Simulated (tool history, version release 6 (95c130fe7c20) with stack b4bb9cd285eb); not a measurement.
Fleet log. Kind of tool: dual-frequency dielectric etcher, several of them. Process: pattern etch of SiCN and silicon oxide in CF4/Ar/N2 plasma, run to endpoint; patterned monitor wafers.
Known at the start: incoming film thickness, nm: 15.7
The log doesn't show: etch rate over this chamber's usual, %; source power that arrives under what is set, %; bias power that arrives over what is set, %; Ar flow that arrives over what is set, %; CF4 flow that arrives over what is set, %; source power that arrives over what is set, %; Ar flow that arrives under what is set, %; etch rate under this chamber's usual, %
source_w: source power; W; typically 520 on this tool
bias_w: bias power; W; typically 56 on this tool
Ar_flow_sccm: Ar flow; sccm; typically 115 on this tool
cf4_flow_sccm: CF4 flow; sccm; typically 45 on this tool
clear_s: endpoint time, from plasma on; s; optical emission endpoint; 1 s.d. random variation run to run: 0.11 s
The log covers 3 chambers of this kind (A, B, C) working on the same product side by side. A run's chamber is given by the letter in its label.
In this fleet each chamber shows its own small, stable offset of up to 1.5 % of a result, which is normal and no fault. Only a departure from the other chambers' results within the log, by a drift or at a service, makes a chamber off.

run,hour,source_w,bias_w,Ar_flow_sccm,cf4_flow_sccm,hours since the last wet clean,hours since the last source power generator calibration,hours since the last bias power generator calibration,hours since the last Ar flow controller change,hours since the last CF4 flow controller change,clear_s
1C,2.1,520,56,115,45,191.7,1938,163,1371.4,149.5,19.564
2A,5.2,520,56,115,45,106.5,2104.7,1160,186.7,57.5,19.48
3B,7.4,520,56,115,45,446.8,856,1241.4,1391.4,2144.3,19.365
4B,10.2,520,56,115,45,449.6,858.8,1244.2,1394.2,2147.1,19.483
# hour 12.4: chamber B: wet clean of the chamber
5C,13.1,520,56,115,45,202.7,1949,174,1382.4,160.5,19.386
6A,17.7,520,56,115,45,119,2117.2,1172.5,199.2,70,19.562
7A,21.2,520,56,115,45,122.5,2120.7,1176,202.7,73.5,19.64
8C,25.8,520,56,115,45,215.4,1961.7,186.7,1395.1,173.2,19.413
9B,30.4,520,56,115,45,18,879,1264.4,1414.4,2167.3,19.408
10A,34.7,520,56,115,45,136,2134.2,1189.5,216.2,87,19.634
11B,39,520,56,115,45,26.6,887.6,1273,1423,2175.9,19.433
12C,42,520,56,115,45,231.6,1977.9,202.9,1411.3,189.4,19.595
13C,45.1,520,56,115,45,234.7,1981,206,1414.4,192.5,19.632
14A,49.2,520,56,115,45,150.5,2148.7,1204,230.7,101.5,19.595
15B,52.1,520,56,115,45,39.7,900.7,1286.1,1436.1,2189,19.344
16A,54.3,520,56,115,45,155.6,2153.8,1209.1,235.8,106.6,19.45
17B,59.1,520,56,115,45,46.7,907.7,1293.1,1443.1,2196,19.44
18C,62.5,520,56,115,45,252.1,1998.4,223.4,1431.8,209.9,19.595
19B,65.7,520,56,115,45,53.3,914.3,1299.7,1449.7,2202.6,19.452
20C,69.2,520,56,115,45,258.8,2005.1,230.1,1438.5,216.6,19.833
21A,73.8,520,56,115,45,175.1,2173.3,1228.6,255.3,126.1,19.483
22A,78.5,520,56,115,45,179.8,2178,1233.3,260,130.8,19.449
23C,83,520,56,115,45,272.6,2018.9,243.9,1452.3,230.4,20.019
24B,85.4,520,56,115,45,73,934,1319.4,1469.4,2222.3,19.501
25C,89.5,520,56,115,45,279.1,2025.4,250.4,1458.8,236.9,19.997
26A,92.4,520,56,115,45,193.7,2191.9,1247.2,273.9,144.7,19.528
27B,96.5,520,56,115,45,84.1,945.1,1330.5,1480.5,2233.4,19.55
28A,101.2,520,56,115,45,202.5,2200.7,1256,282.7,153.5,19.505
29C,105.5,520,56,140,41,295.1,2041.4,266.4,1474.8,252.9,21.498
30B,108.2,520,56,140,41,95.8,956.8,1342.2,1492.2,2245.1,20.418
31C,112.7,520,56,140,41,302.3,2048.6,273.6,1482,260.1,21.446
32A,115.1,520,56,115,45,216.4,2214.6,1269.9,296.6,167.4,19.454
33B,118.5,520,56,115,45,106.1,967.1,1352.5,1502.5,2255.4,19.413
34A,122.2,520,56,115,45,223.5,2221.7,1277,303.7,174.5,19.64
35C,124.4,520,56,115,45,314,2060.3,285.3,1493.7,271.8,20.222
36B,129.1,520,56,115,45,116.7,977.7,1363.1,1513.1,2266,19.397

All 3 chambers run these settings next. Forecast each chamber's results:
37A,132.6,520,56,115,45,,,,,,?
37B,132.6,520,56,115,45,,,,,,?
37C,132.6,520,56,115,45,,,,,,?

run,clear_s
37A,19.51
37B,19.411
37C,20.425

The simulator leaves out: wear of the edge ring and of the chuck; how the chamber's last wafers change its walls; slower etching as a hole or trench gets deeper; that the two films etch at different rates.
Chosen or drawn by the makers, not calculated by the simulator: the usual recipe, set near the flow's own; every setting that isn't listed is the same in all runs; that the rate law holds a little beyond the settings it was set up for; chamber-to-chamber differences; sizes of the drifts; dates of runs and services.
